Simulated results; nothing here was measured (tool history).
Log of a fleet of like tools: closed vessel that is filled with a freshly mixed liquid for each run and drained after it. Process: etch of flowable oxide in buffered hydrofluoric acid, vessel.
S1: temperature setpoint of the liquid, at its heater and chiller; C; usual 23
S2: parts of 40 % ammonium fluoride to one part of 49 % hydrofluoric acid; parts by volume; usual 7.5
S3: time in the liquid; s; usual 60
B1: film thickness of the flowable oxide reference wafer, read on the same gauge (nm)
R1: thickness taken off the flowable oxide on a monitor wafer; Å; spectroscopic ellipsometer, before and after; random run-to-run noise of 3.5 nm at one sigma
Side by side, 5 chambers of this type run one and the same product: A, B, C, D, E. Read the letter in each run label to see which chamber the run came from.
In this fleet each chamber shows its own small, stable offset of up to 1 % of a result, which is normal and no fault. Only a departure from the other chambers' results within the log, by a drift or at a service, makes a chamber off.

{"run": "1E", "hour": 4.5, "S1": 23, "S2": 7.5, "S3": 60, "B1": 140.02, "R1": 3622.8}
{"run": "2C", "hour": 12.0, "S1": 23, "S2": 7.5, "S3": 60, "B1": 140, "R1": 3582}
{"run": "3D", "hour": 16.4, "S1": 23, "S2": 7.5, "S3": 60, "B1": 139.99, "R1": 3527.8}
{"run": "4A", "hour": 21.5, "S1": 23, "S2": 7.5, "S3": 60, "B1": 140, "R1": 3609.5}
{"run": "5B", "hour": 29.3, "S1": 23, "S2": 10, "S3": 95, "B1": 140.05, "R1": 4278.5}
{"run": "6E", "hour": 37.2, "S1": 23, "S2": 10, "S3": 95, "B1": 140.01, "R1": 4393.5}
{"run": "7C", "hour": 43.8, "S1": 23, "S2": 10, "S3": 95, "B1": 139.97, "R1": 4378.4}
{"run": "8B", "hour": 47.7, "S1": 23, "S2": 10, "S3": 95, "B1": 140.07, "R1": 4357.7}
{"run": "9A", "hour": 55.3, "S1": 23, "S2": 10, "S3": 95, "B1": 140.02, "R1": 4389.4}
{"run": "10D", "hour": 61.0, "S1": 23, "S2": 7.5, "S3": 60, "B1": 140, "R1": 3521.4}
{"run": "11C", "hour": 65.7, "S1": 23, "S2": 7.5, "S3": 60, "B1": 140.02, "R1": 3625.1}
{"run": "12A", "hour": 73.2, "S1": 23, "S2": 7.5, "S3": 60, "B1": 140, "R1": 3581}
{"run": "13B", "hour": 79.3, "S1": 23, "S2": 7.5, "S3": 60, "B1": 140.01, "R1": 3634}
{"hour": 86.9, "done": "chamber C: hydrofluoric acid flow meter replaced"}
{"run": "14D", "hour": 87.3, "S1": 23, "S2": 7.5, "S3": 60, "B1": 140, "R1": 3544.8}
{"run": "15E", "hour": 91.8, "S1": 23, "S2": 7.5, "S3": 60, "B1": 140.03, "R1": 3526.2}
{"run": "16E", "hour": 95.4, "S1": 23, "S2": 7.5, "S3": 60, "B1": 139.98, "R1": 3621.3}
{"run": "17A", "hour": 99.4, "S1": 27, "S2": 7.5, "S3": 75, "B1": 139.99, "R1": 5579.3}
{"run": "18D", "hour": 105.8, "S1": 27, "S2": 7.5, "S3": 75, "B1": 139.95, "R1": 5463.4}
{"hour": 110.1, "done": "chamber B: thermometer replaced"}
{"run": "19C", "hour": 112.0, "S1": 27, "S2": 7.5, "S3": 75, "B1": 139.95, "R1": 5587.3}
{"run": "20B", "hour": 118.1, "S1": 27, "S2": 7.5, "S3": 75, "B1": 139.99, "R1": 5497.6}
{"run": "21E", "hour": 126.0, "S1": 27, "S2": 7.5, "S3": 75, "B1": 140, "R1": 5552.2}
{"run": "22D", "hour": 133.4, "S1": 23, "S2": 7.5, "S3": 60, "B1": 139.96, "R1": 3500.8}
{"run": "23A", "hour": 136.9, "S1": 23, "S2": 7.5, "S3": 60, "B1": 140.01, "R1": 3663.2}
{"run": "24C", "hour": 143.7, "S1": 23, "S2": 6.5, "S3": 35, "B1": 139.96, "R1": 2411.5}
{"run": "25B", "hour": 151.5, "S1": 23, "S2": 6.5, "S3": 35, "B1": 139.97, "R1": 2424.4}
{"run": "26A", "hour": 157.4, "S1": 23, "S2": 6.5, "S3": 35, "B1": 139.99, "R1": 2449}
{"run": "27B", "hour": 164.0, "S1": 23, "S2": 6.5, "S3": 35, "B1": 139.98, "R1": 2369}
{"run": "28D", "hour": 169.3, "S1": 23, "S2": 6.5, "S3": 35, "B1": 139.99, "R1": 2381.4}
{"run": "29E", "hour": 174.1, "S1": 23, "S2": 7.5, "S3": 60, "B1": 139.98, "R1": 3592}
{"run": "30C", "hour": 181.1, "S1": 23, "S2": 7.5, "S3": 60, "B1": 139.98, "R1": 3656.6}
{"hour": 182.3, "done": "chamber D: thermometer replaced"}
{"run": "31A", "hour": 186.9, "S1": 23, "S2": 7.5, "S3": 60, "B1": 139.98, "R1": 3854.8}
{"run": "32E", "hour": 194.8, "S1": 23, "S2": 7.5, "S3": 60, "B1": 140.04, "R1": 3583.3}
{"run": "33D", "hour": 201.3, "S1": 24.5, "S2": 7.5, "S3": 60, "B1": 139.98, "R1": 3917}
{"run": "34C", "hour": 208.2, "S1": 24.5, "S2": 7.5, "S3": 60, "B1": 140.02, "R1": 3873.5}
{"run": "35B", "hour": 213.4, "S1": 24.5, "S2": 7.5, "S3": 60, "B1": 139.99, "R1": 3881.7}
{"run": "36C", "hour": 221.0, "S1": 24.5, "S2": 7.5, "S3": 60, "B1": 140.02, "R1": 3880.1}
{"run": "37A", "hour": 226.0, "S1": 24.5, "S2": 7.5, "S3": 60, "B1": 140, "R1": 4189.4}
{"run": "38B", "hour": 233.2, "S1": 23, "S2": 7.5, "S3": 60, "B1": 139.98, "R1": 3545.6}
{"run": "39E", "hour": 240.8, "S1": 18.5, "S2": 7.5, "S3": 60, "B1": 140.04, "R1": 2864.4}
{"hour": 245.1, "done": "chamber D: hydrofluoric acid flow meter replaced"}
{"run": "40D", "hour": 246.3, "S1": 18.5, "S2": 7.5, "S3": 60, "B1": 140.04, "R1": 2791.5}
{"run": "41E", "hour": 251.1, "S1": 18.5, "S2": 7.5, "S3": 60, "B1": 140.04, "R1": 2792.1}
{"run": "42B", "hour": 258.7, "S1": 18.5, "S2": 7.5, "S3": 60, "B1": 139.97, "R1": 2800.5}
{"run": "43C", "hour": 266.6, "S1": 18.5, "S2": 7.5, "S3": 60, "B1": 140.06, "R1": 2735.9}

The same settings go to every chamber for the next run, one line per chamber below. Forecast the results for each:
{"run": "44A", "hour": 272.4, "S1": 23, "S2": 7.5, "S3": 60, "R1": "?"}
{"run": "44B", "hour": 272.4, "S1": 23, "S2": 7.5, "S3": 60, "R1": "?"}
{"run": "44C", "hour": 272.4, "S1": 23, "S2": 7.5, "S3": 60, "R1": "?"}
{"run": "44D", "hour": 272.4, "S1": 23, "S2": 7.5, "S3": 60, "R1": "?"}
{"run": "44E", "hour": 272.4, "S1": 23, "S2": 7.5, "S3": 60, "R1": "?"}

run=44A R1=3968
run=44B R1=3521.3
run=44C R1=3627.9
run=44D R1=3523.1
run=44E R1=3596.4

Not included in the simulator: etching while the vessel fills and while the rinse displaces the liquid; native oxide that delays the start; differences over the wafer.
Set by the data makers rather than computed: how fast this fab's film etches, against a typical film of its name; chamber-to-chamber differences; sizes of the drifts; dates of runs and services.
